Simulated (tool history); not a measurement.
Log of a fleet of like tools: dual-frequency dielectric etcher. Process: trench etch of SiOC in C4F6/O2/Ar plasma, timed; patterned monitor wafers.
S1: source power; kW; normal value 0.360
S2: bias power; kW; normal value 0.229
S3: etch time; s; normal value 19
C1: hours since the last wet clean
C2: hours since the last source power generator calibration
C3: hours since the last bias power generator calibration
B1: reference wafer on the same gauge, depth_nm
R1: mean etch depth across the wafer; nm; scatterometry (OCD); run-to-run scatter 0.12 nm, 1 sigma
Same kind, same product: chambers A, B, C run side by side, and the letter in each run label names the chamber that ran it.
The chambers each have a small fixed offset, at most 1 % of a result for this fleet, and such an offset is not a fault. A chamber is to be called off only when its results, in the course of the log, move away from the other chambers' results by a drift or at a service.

| run | hour | S1 | S2 | S3 | C1 | C2 | C3 | B1 | R1 |
|---|---|---|---|---|---|---|---|---|---|
| 1B | 9.3 | 0.360 | 0.229 | 19 | 403.6 | 2657.2 | 1629.7 | 37.286 | 40.907 |
| 2A | 19.2 | 0.360 | 0.229 | 19 | 48.5 | 1966.5 | 3261.2 | 37.315 | 41.105 |
| 3C | 30.2 | 0.360 | 0.229 | 19 | 182.2 | 66.2 | 2043.0 | 37.292 | 40.899 |
| 4C | 40.6 | 0.360 | 0.229 | 19 | 192.6 | 76.6 | 2053.4 | 37.295 | 40.833 |
| 5A | 50.5 | 0.360 | 0.229 | 19 | 79.8 | 1997.8 | 3292.5 | 37.323 | 41.020 |
| 6B | 58.7 | 0.360 | 0.229 | 19 | 453.0 | 2706.6 | 1679.1 | 37.264 | 40.738 |
| 7A | 68.0 | 0.360 | 0.229 | 19 | 97.3 | 2015.3 | 3310.0 | 37.295 | 40.996 |
| 8C | 76.2 | 0.360 | 0.229 | 19 | 228.2 | 112.2 | 2089.0 | 37.303 | 40.713 |
| 9B | 85.5 | 0.360 | 0.229 | 19 | 479.8 | 2733.4 | 1705.9 | 37.296 | 40.693 |
| 10C | 95.6 | 0.360 | 0.229 | 19 | 247.6 | 131.6 | 2108.4 | 37.321 | 40.900 |
| 11A | 102.2 | 0.360 | 0.229 | 19 | 131.5 | 2049.5 | 3344.2 | 37.303 | 41.066 |
| 12B | 113.6 | 0.360 | 0.229 | 19 | 507.9 | 2761.5 | 1734.0 | 37.302 | 40.793 |
|  | 118.0 | chamber B: wet clean of the chamber |
| 13C | 122.7 | 0.360 | 0.229 | 19 | 274.7 | 158.7 | 2135.5 | 37.317 | 40.932 |
| 14B | 131.0 | 0.360 | 0.229 | 19 | 13.1 | 2778.9 | 1751.4 | 37.309 | 40.590 |
| 15A | 139.8 | 0.360 | 0.229 | 19 | 169.1 | 2087.1 | 3381.8 | 37.307 | 41.261 |
| 16C | 150.2 | 0.360 | 0.229 | 19 | 302.2 | 186.2 | 2163.0 | 37.274 | 40.685 |
|  | 156.5 | chamber C: wet clean of the chamber |
| 17B | 158.1 | 0.360 | 0.229 | 19 | 40.2 | 2806.0 | 1778.5 | 37.278 | 40.744 |
| 18A | 168.6 | 0.360 | 0.229 | 19 | 197.9 | 2115.9 | 3410.6 | 37.311 | 41.088 |
| 19A | 181.3 | 0.360 | 0.229 | 19 | 210.6 | 2128.6 | 3423.3 | 37.300 | 41.038 |
| 20B | 188.3 | 0.360 | 0.229 | 19 | 70.4 | 2836.2 | 1808.7 | 37.329 | 40.737 |
| 21C | 200.8 | 0.360 | 0.229 | 19 | 44.4 | 236.8 | 2213.6 | 37.304 | 39.551 |
| 22A | 209.5 | 0.360 | 0.229 | 19 | 238.8 | 2156.8 | 3451.5 | 37.308 | 41.250 |
| 23B | 222.5 | 0.360 | 0.229 | 19 | 104.6 | 2870.4 | 1842.9 | 37.260 | 40.839 |
| 24C | 230.5 | 0.360 | 0.229 | 19 | 74.1 | 266.5 | 2243.3 | 37.280 | 39.527 |
| 25A | 238.2 | 0.360 | 0.229 | 19 | 267.5 | 2185.5 | 3480.2 | 37.297 | 40.966 |
| 26B | 247.2 | 0.360 | 0.229 | 19 | 129.3 | 2895.1 | 1867.6 | 37.286 | 40.836 |
| 27C | 255.0 | 0.360 | 0.229 | 19 | 98.6 | 291.0 | 2267.8 | 37.315 | 39.526 |
| 28B | 263.4 | 0.360 | 0.229 | 19 | 145.5 | 2911.3 | 1883.8 | 37.285 | 40.576 |
| 29C | 275.3 | 0.360 | 0.229 | 19 | 118.9 | 311.3 | 2288.1 | 37.290 | 39.740 |
| 30A | 282.9 | 0.360 | 0.229 | 19 | 312.2 | 2230.2 | 3524.9 | 37.315 | 41.014 |
| 31A | 288.9 | 0.360 | 0.229 | 19 | 318.2 | 2236.2 | 3530.9 | 37.272 | 41.182 |
| 32C | 296.1 | 0.360 | 0.229 | 19 | 139.7 | 332.1 | 2308.9 | 37.287 | 39.532 |
| 33B | 304.2 | 0.360 | 0.229 | 19 | 186.3 | 2952.1 | 1924.6 | 37.319 | 40.673 |
| 34B | 312.1 | 0.360 | 0.229 | 19 | 194.2 | 2960.0 | 1932.5 | 37.312 | 40.718 |
| 35A | 323.4 | 0.360 | 0.229 | 19 | 352.7 | 2270.7 | 3565.4 | 37.273 | 41.123 |

Is one chamber out of step, is the gauge drifting, or do the chambers differ by no more than their own small offsets? For an off chamber, give its letter and the likeliest cause.

After it was serviced, chamber C no longer matches the other chambers.
Cause: etch rate under this chamber's usual, % = 3.4.

Below are 4 candidate recipes for chamber C's next run, each the usual settings with a change, their results shown as question marks. Which of them brings C's results back in line with what the other chambers give on the usual settings?
Counts as in line when no further than this from what the other chambers average on the usual settings: R1 0.410 nm
| 36C-1 | 332.7 | 0.370 | 0.234 | 19 |  |  |  |  | ? |
| 36C-2 | 332.7 | 0.360 | 0.218 | 19 |  |  |  |  | ? |
| 36C-3 | 332.7 | 0.330 | 0.229 | 19 |  |  |  |  | ? |
| 36C-4 | 332.7 | 0.380 | 0.240 | 19 |  |  |  |  | ? |

Usual-settings mean across the other chambers: R1 40.934 nm
| run | R1 |
|---|---|
| 36C-1 | 40.067 |
| 36C-2 | 38.723 |
| 36C-3 | 38.068 |
| 36C-4 | 40.824 |
With 36C-4, the chamber falls back in line with the rest.
